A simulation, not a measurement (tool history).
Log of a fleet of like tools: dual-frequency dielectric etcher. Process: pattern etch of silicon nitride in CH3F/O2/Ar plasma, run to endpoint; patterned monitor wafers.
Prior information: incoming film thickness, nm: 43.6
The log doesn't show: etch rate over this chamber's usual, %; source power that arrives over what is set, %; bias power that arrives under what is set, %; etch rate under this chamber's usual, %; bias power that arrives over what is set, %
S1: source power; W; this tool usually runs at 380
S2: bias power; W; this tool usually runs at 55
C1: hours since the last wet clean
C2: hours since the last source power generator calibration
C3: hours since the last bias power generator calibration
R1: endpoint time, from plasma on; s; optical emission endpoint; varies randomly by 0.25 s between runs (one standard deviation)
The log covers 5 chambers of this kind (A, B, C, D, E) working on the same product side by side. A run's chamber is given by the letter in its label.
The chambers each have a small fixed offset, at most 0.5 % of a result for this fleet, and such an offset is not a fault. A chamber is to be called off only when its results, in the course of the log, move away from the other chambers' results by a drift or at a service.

run	day	S1	S2	C1	C2	C3	R1
1D	0.475	380	55	291.2	2468.9	2108.4	69.725
# day 0.588: chamber D: source power generator calibrated
2E	0.758	380	55	357.8	1402.3	3576.5	70.129
3B	1.129	380	55	103.8	954.2	95.1	70.504
4C	1.583	380	55	89	1284.1	1917.8	70.485
5A	2.075	380	55	344.9	1291.7	647.1	70.213
6A	2.508	380	55	355.3	1302.1	657.5	70.344
7B	3.054	380	55	150	1000.4	141.3	70.535
8E	3.342	380	55	419.8	1464.3	3638.5	70.197
9C	3.767	380	55	141.4	1336.5	1970.2	69.85
10D	4.092	380	55	378	84.2	2195.2	70.242
# day 4.383: chamber E: wet clean of the chamber
11C	4.725	380	55	164.4	1359.5	1993.2	70.235
12D	5.142	380	55	403.2	109.4	2220.4	70.268
13A	5.454	380	55	426	1372.8	728.2	70.346
# day 5.879: chamber A: wet clean of the chamber
14E	6.067	380	55	40.5	1529.7	3703.9	70.404
15B	6.533	380	55	233.5	1083.9	224.8	70.731
16E	7.083	380	68	64.9	1554.1	3728.3	65.226
17D	7.675	380	68	464	170.2	2281.2	65.579
18C	8.271	380	68	249.5	1444.6	2078.3	65.226
19A	8.825	380	68	70.8	1453.7	809.1	64.053
20B	9.267	380	68	299.1	1149.5	290.4	65.912
21E	9.604	380	55	125.4	1614.6	3788.8	70.332
22C	10.204	380	55	295.9	1491	2124.7	69.803
23A	10.479	380	55	110.5	1493.4	848.8	68.477
24D	10.962	380	55	542.9	249.1	2360.1	70.428
25B	11.483	380	55	352.3	1202.7	343.6	71.24
# day 11.75: chamber B: wet clean of the chamber
26E	11.912	280	67	180.8	1670	3844.2	74.249
27B	12.371	280	67	15	1224	364.9	74.75
28D	12.75	280	67	585.8	292	2403	73.756
29C	13.046	280	67	364.1	1559.2	2192.9	74.052
30A	13.438	280	67	181.5	1564.4	919.8	72.187
31A	14.071	380	55	196.7	1579.6	935	68.538

Predict what each chamber gives when all 5 of them run the settings below next.
32A	14.525	380	55				?
32B	14.525	380	55				?
32C	14.525	380	55				?
32D	14.525	380	55				?
32E	14.525	380	55				?

run	R1
32A	68.64
32B	70.52
32C	70.012
32D	70.777
32E	70.153
